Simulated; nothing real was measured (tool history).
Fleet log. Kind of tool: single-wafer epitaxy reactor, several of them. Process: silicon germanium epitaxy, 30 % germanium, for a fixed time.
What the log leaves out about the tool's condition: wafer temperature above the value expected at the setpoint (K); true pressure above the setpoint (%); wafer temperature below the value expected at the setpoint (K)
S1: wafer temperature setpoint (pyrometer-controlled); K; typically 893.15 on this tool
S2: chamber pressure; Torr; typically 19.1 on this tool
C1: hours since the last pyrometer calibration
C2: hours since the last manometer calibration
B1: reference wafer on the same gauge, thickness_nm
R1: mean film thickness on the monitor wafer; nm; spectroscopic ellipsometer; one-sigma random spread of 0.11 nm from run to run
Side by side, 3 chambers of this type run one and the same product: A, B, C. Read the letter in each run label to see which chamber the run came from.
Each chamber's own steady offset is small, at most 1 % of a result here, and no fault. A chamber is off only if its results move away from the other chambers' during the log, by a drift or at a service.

run	hour	S1	S2	C1	C2	B1	R1
1B	4.9	893.15	19.1	469.2	814.4	99.318	82.657
2C	9.6	893.15	19.1	42.7	1123.5	99.367	82.929
3A	12.4	893.15	19.1	986.5	587.2	99.339	82.282
4B	16.7	893.15	19.1	481.0	826.2	99.340	82.557
5C	21.0	893.15	19.1	54.1	1134.9	99.354	82.820
6A	26.3	893.15	19.1	1000.4	601.1	99.424	82.315
7C	31.8	881.15	16.8	64.9	1145.7	99.410	63.610
8A	35.3	881.15	16.8	1009.4	610.1	99.430	63.550
9B	38.8	881.15	16.8	503.1	848.3	99.442	63.510
10C	43.4	893.15	19.1	76.5	1157.3	99.435	83.128
11A	46.7	893.15	19.1	1020.8	621.5	99.445	82.355
12B	49.5	893.15	19.1	513.8	859.0	99.458	82.647
13B	54.0	893.15	16.8	518.3	863.5	99.498	78.369
14A	57.4	893.15	16.8	1031.5	632.2	99.553	78.368
15C	61.0	893.15	16.8	94.1	1174.9	99.506	78.671
16B	66.1	893.15	19.1	530.4	875.6	99.539	82.548
17A	70.9	893.15	19.1	1045.0	645.7	99.550	82.519
18C	75.4	893.15	19.1	108.5	1189.3	99.559	82.930
19B	79.2	893.15	19.1	543.5	888.7	99.614	82.687
20A	82.1	893.15	19.1	1056.2	656.9	99.584	82.436
21C	86.7	897.15	22.4	119.8	1200.6	99.618	94.700
22B	90.9	897.15	22.4	555.2	900.4	99.651	94.444
23C	94.0	897.15	22.4	127.1	1207.9	99.638	95.104
24A	99.1	887.15	17.3	1073.2	673.9	99.648	71.648
25B	103.5	887.15	17.3	567.8	913.0	99.640	71.680
26C	106.2	887.15	17.3	139.3	1220.1	99.691	71.820
27A	110.1	893.15	19.1	1084.2	684.9	99.709	82.718
28C	113.0	893.15	19.1	146.1	1226.9	99.706	83.104
29A	118.2	893.15	19.1	1092.3	693.0	99.722	82.753
30B	121.0	893.15	19.1	585.3	930.5	99.755	82.684
31B	126.6	893.15	19.1	590.9	936.1	99.729	82.709
32C	132.0	893.15	19.1	165.1	1245.9	99.791	83.074
33A	135.0	893.15	19.1	1109.1	709.8	99.774	82.534
34A	138.0	893.15	19.1	1112.1	712.8	99.814	82.507
35C	141.4	893.15	19.1	174.5	1255.3	99.831	83.317
36B	145.7	885.15	19.1	610.0	955.2	99.813	72.121
37C	148.2	885.15	19.1	181.3	1262.1	99.860	72.206

Does one chamber stand apart from the rest, does the shared gauge drift, or is all well apart from small per-chamber offsets? Give the chamber and the most likely cause, where there is one.

No chamber is off; the gauge reading every chamber's wafers drifts, which makes the whole fleet appear to move together.
Cause: gauge reads high (%) = 0.549.

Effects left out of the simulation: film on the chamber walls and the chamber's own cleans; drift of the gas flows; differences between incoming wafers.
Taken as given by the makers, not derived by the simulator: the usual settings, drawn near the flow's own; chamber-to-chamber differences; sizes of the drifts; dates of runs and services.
